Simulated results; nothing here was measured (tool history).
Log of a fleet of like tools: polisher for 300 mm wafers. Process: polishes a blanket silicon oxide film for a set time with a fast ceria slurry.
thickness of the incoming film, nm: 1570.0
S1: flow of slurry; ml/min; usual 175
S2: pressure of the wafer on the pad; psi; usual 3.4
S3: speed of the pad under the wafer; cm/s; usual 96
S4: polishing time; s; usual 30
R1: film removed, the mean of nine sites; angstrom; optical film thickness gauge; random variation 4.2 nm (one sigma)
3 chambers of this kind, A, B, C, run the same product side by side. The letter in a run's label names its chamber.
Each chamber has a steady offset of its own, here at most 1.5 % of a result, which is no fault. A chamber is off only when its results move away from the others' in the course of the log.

-- hour=0.4 chamber C: worn pad replaced by a new one
run 1B hour=12.3 | S1=175 S2=3.4 S3=96 S4=30 | R1=6162.8
-- hour=19.0 chamber A: worn pad replaced by a new one
run 2A hour=24.4 | S1=175 S2=3.4 S3=96 S4=30 | R1=6067.3
run 3C hour=37.4 | S1=175 S2=3.4 S3=96 S4=30 | R1=6145.7
run 4B hour=46.7 | S1=175 S2=3.4 S3=96 S4=30 | R1=6161.4
run 5A hour=53.5 | S1=175 S2=3.4 S3=96 S4=30 | R1=6012.5
run 6C hour=66.0 | S1=175 S2=3.4 S3=96 S4=30 | R1=6175.5
run 7B hour=73.6 | S1=175 S2=3.4 S3=96 S4=30 | R1=6042.4
run 8C hour=89.3 | S1=175 S2=3.4 S3=96 S4=30 | R1=6172.2
-- hour=91.8 chamber B: worn pad replaced by a new one
-- hour=96.2 chamber A: worn pad replaced by a new one
run 9A hour=98.3 | S1=175 S2=3.4 S3=96 S4=30 | R1=6055.3
run 10A hour=108.5 | S1=175 S2=3.4 S3=96 S4=30 | R1=5978.1
run 11C hour=117.0 | S1=175 S2=3.4 S3=96 S4=30 | R1=6203.3
run 12B hour=128.3 | S1=175 S2=3.4 S3=96 S4=30 | R1=6166.5
run 13A hour=143.0 | S1=175 S2=3.4 S3=96 S4=30 | R1=6036.9
run 14C hour=156.0 | S1=175 S2=3.4 S3=96 S4=30 | R1=6239.6
-- hour=157.5 chamber C: worn pad replaced by a new one
run 15B hour=164.2 | S1=175 S2=3.4 S3=96 S4=30 | R1=6041.3
-- hour=168.9 chamber B: head pressure recalibrated
run 16C hour=173.7 | S1=175 S2=3.4 S3=82 S4=30 | R1=5449.3
-- hour=179.0 chamber A: worn pad replaced by a new one
-- hour=180.9 chamber B: worn pad replaced by a new one
run 17B hour=182.8 | S1=175 S2=3.4 S3=82 S4=30 | R1=5153.1
-- hour=188.6 chamber A: slurry nozzle cleaned
run 18A hour=192.4 | S1=175 S2=3.4 S3=82 S4=30 | R1=5202.8
run 19B hour=200.9 | S1=175 S2=3.4 S3=96 S4=30 | R1=6179.5
run 20C hour=215.3 | S1=175 S2=3.4 S3=96 S4=30 | R1=6356.1
run 21A hour=229.0 | S1=175 S2=3.4 S3=96 S4=30 | R1=6030.5
run 22B hour=236.5 | S1=175 S2=3.8 S3=96 S4=23 | R1=5285.0
run 23C hour=245.9 | S1=175 S2=3.8 S3=96 S4=23 | R1=5503.2
-- hour=250.7 chamber B: slurry nozzle cleaned
-- hour=258.1 chamber A: worn pad replaced by a new one
run 24A hour=260.7 | S1=175 S2=3.8 S3=96 S4=23 | R1=5116.2
run 25C hour=272.1 | S1=175 S2=3.4 S3=96 S4=30 | R1=6514.9
-- hour=277.6 chamber B: worn pad replaced by a new one
run 26B hour=287.7 | S1=175 S2=3.4 S3=96 S4=30 | R1=6209.5

All 3 chambers run these settings next. Forecast each chamber's results:
run 27A hour=299.0 | S1=175 S2=3.4 S3=96 S4=30 | R1=?
run 27B hour=299.0 | S1=175 S2=3.4 S3=96 S4=30 | R1=?
run 27C hour=299.0 | S1=175 S2=3.4 S3=96 S4=30 | R1=?

run=27A R1=5997.5
run=27B R1=6146.5
run=27C R1=6513.4
